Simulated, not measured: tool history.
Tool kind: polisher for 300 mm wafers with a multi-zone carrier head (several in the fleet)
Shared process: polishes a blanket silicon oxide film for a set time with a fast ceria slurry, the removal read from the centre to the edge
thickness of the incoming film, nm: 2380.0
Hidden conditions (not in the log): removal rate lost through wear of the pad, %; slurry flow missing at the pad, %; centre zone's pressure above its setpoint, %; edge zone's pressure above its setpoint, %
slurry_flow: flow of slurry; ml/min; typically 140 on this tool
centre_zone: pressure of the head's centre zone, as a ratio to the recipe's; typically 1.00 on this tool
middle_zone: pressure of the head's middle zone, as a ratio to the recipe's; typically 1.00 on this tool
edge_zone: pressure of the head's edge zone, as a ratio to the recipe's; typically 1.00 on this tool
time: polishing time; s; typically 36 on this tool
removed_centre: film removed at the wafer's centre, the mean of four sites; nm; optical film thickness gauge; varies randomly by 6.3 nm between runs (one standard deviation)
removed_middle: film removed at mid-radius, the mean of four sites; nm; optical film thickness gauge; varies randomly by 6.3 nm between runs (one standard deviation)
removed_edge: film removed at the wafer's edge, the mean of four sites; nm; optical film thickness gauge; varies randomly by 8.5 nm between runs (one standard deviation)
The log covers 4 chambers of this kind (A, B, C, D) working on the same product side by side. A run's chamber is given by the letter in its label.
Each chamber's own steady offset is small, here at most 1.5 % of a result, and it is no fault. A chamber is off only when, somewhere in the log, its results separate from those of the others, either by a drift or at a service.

run	day	slurry_flow	centre_zone	middle_zone	edge_zone	time	wafers polished on this pad	hours since the slurry nozzle was cleaned	hours since the centre zone pressure was calibrated	hours since the edge zone pressure was calibrated	removed_centre	removed_middle	removed_edge
# day 0.088: chamber A: edge zone pressure recalibrated
1C	0.308	140	1.00	1.00	1.00	36	1122	450.7	77.2	1180.3	606.43	597.72	598.80
# day 0.388: chamber C: edge zone pressure recalibrated
2B	0.667	140	1.00	1.00	1.00	36	289	127.1	495.5	568.1	604.60	604.06	599.11
# day 0.825: chamber A: worn pad replaced by a new one
# day 0.958: chamber D: worn pad replaced by a new one
3D	1.029	140	1.00	1.00	1.00	36	25	383.9	1002.3	238.8	595.87	601.56	595.35
# day 1.354: chamber C: worn pad replaced by a new one
4A	1.354	140	1.00	1.00	1.00	36	181	252.7	373.8	30.5	589.19	578.97	598.54
5D	1.771	140	1.00	1.00	1.00	36	279	401.7	1020.1	256.6	598.07	601.10	596.59
6A	2.108	140	1.00	1.00	1.00	36	440	270.8	391.9	48.6	589.74	585.39	598.19
7B	2.308	140	1.00	1.00	1.00	36	852	166.5	534.9	607.5	601.75	594.32	580.15
8C	2.725	140	1.00	1.00	1.00	36	470	508.7	135.2	56.2	608.06	595.67	595.86
9C	2.925	140	1.00	1.00	1.00	36	539	513.5	140.0	61.0	607.14	596.70	587.11
# day 3.179: chamber A: worn pad replaced by a new one
# day 3.367: chamber A: centre zone pressure recalibrated
10B	3.371	140	1.00	1.00	1.00	36	1216	192.0	560.4	633.0	606.65	608.37	603.37
11D	3.592	140	1.00	1.00	1.00	36	903	445.4	1063.8	300.3	602.38	617.24	593.62
# day 3.596: chamber B: worn pad replaced by a new one
# day 3.604: chamber D: worn pad replaced by a new one
12A	3.879	140	1.00	0.89	1.08	36	240	313.3	12.4	91.1	586.24	519.87	636.14
13C	4.100	140	1.00	0.89	1.08	36	942	541.7	168.2	89.2	607.39	541.17	628.88
14D	4.333	140	1.00	0.89	1.08	36	250	463.2	1081.6	318.1	608.65	544.78	618.18
15B	4.688	140	1.00	0.89	1.08	36	374	223.6	592.0	664.6	609.65	536.07	634.71
16A	5.000	140	1.00	1.00	1.00	36	624	340.2	39.3	118.0	583.81	581.92	581.04
# day 5.050: chamber C: worn pad replaced by a new one
17B	5.196	140	1.00	1.00	1.00	36	548	235.8	604.2	676.8	607.68	597.50	600.38
# day 5.554: chamber A: worn pad replaced by a new one
18C	5.600	140	1.00	1.00	1.00	36	188	577.7	204.2	125.2	605.82	596.43	600.37
19A	5.888	140	0.96	1.00	0.93	36	115	361.5	60.6	139.3	556.59	572.37	554.61
# day 5.983: chamber C: slurry nozzle cleaned
# day 6.108: chamber D: worn pad replaced by a new one
20D	6.271	140	0.96	1.00	0.93	36	56	509.7	1128.1	364.6	571.27	599.74	578.00
21B	6.667	140	0.96	1.00	0.93	36	1052	271.1	639.5	712.1	580.58	587.40	578.62
# day 6.754: chamber B: centre zone pressure recalibrated
# day 6.783: chamber B: edge zone pressure recalibrated
22A	6.896	140	0.96	1.00	0.93	36	461	385.7	84.8	163.5	543.52	577.41	554.93
23C	7.250	140	1.00	1.08	1.00	36	754	30.5	243.8	164.8	618.42	659.12	609.00
24D	7.496	140	1.00	1.08	1.00	36	475	539.1	1157.5	394.0	590.00	639.69	598.31
# day 7.696: chamber B: worn pad replaced by a new one
25A	7.746	140	1.00	1.08	1.00	36	752	406.1	105.2	183.9	564.05	605.97	593.01
26B	8.079	140	1.00	1.08	1.00	36	132	305.0	31.8	31.2	619.62	636.49	593.14
# day 8.154: chamber A: worn pad replaced by a new one
27C	8.417	140	1.00	1.00	1.00	36	1153	58.5	271.8	192.8	614.24	599.13	615.09
# day 8.517: chamber C: worn pad replaced by a new one
28D	8.621	140	1.00	0.91	1.00	36	861	566.1	1184.5	421.0	593.27	548.04	582.75
# day 8.992: chamber D: worn pad replaced by a new one
29B	8.996	140	1.00	0.91	1.00	36	446	327.0	53.8	53.2	620.08	549.15	601.66
30C	9.254	140	1.00	0.91	1.00	36	253	78.6	291.9	212.9	618.40	543.52	603.38
31A	9.471	140	1.00	0.91	1.00	36	451	447.5	146.6	225.3	541.22	521.34	584.60
32D	9.862	140	1.00	1.00	1.00	36	298	595.9	1214.3	450.8	587.79	603.00	600.53
33A	10.196	140	1.00	1.00	1.00	36	700	464.9	164.0	242.7	546.05	555.10	573.05
34C	10.546	140	1.00	1.00	1.00	36	696	109.6	322.9	243.9	614.74	591.49	609.50
35D	10.904	140	1.00	1.00	1.00	36	655	620.9	1239.3	475.8	591.57	601.48	578.95
# day 11.208: chamber B: worn pad replaced by a new one
# day 11.225: chamber A: worn pad replaced by a new one
36B	11.275	140	1.00	1.00	1.00	36	23	381.7	108.5	107.9	614.80	590.79	589.16
# day 11.604: chamber D: worn pad replaced by a new one
37C	11.708	140	1.00	1.00	1.00	36	1094	137.5	350.8	271.8	618.09	598.82	598.88
38A	12.071	140	1.00	1.00	1.00	36	291	509.9	209.0	287.7	542.23	546.22	569.99
# day 12.162: chamber C: centre zone pressure recalibrated
# day 12.208: chamber C: worn pad replaced by a new one
39D	12.333	140	1.00	1.00	1.00	36	250	655.2	1273.6	510.1	594.67	598.31	606.37
40B	12.762	140	1.00	1.00	1.00	36	533	417.4	144.2	143.6	606.35	583.70	600.90
41D	13.142	140	1.00	1.00	1.00	36	527	674.6	1293.0	529.5	600.47	605.78	600.91
42C	13.488	140	1.00	1.00	1.00	36	438	180.2	31.9	314.5	602.58	601.08	599.89

Does one chamber stand apart from the rest, does the shared gauge drift, or is all well apart from small per-chamber offsets? Give the chamber and the most likely cause, where there is one.

Little by little, chamber A moves away from the other chambers.
Likeliest cause: slurry flow missing at the pad, % = 35.6.

Here are 4 candidates for chamber A's next run, each the usual settings with a change, their results left as question marks. Which one brings its results back in line with what the others give on the usual settings?
In line here means within this much of the mean the other chambers give on the usual settings: removed_centre 22.00 nm; removed_middle 22.00 nm; removed_edge 30.00 nm
43A-1	13.812	150	1.04	1.02	0.97	39					?	?	?
43A-2	13.812	135	0.99	0.99	1.01	35					?	?	?
43A-3	13.812	145	1.01	1.01	0.99	37					?	?	?
43A-4	13.812	130	0.96	0.98	1.03	34					?	?	?

On the usual settings, the other chambers give on average: removed_centre 603.58 nm; removed_middle 597.24 nm; removed_edge 596.59 nm
run	removed_centre	removed_middle	removed_edge
43A-1	607.83	605.75	603.92
43A-2	497.81	512.29	542.06
43A-3	551.94	563.91	575.25
43A-4	460.75	487.08	527.85
The answer is 43A-1, which returns the chamber to within the allowed miss of the others.
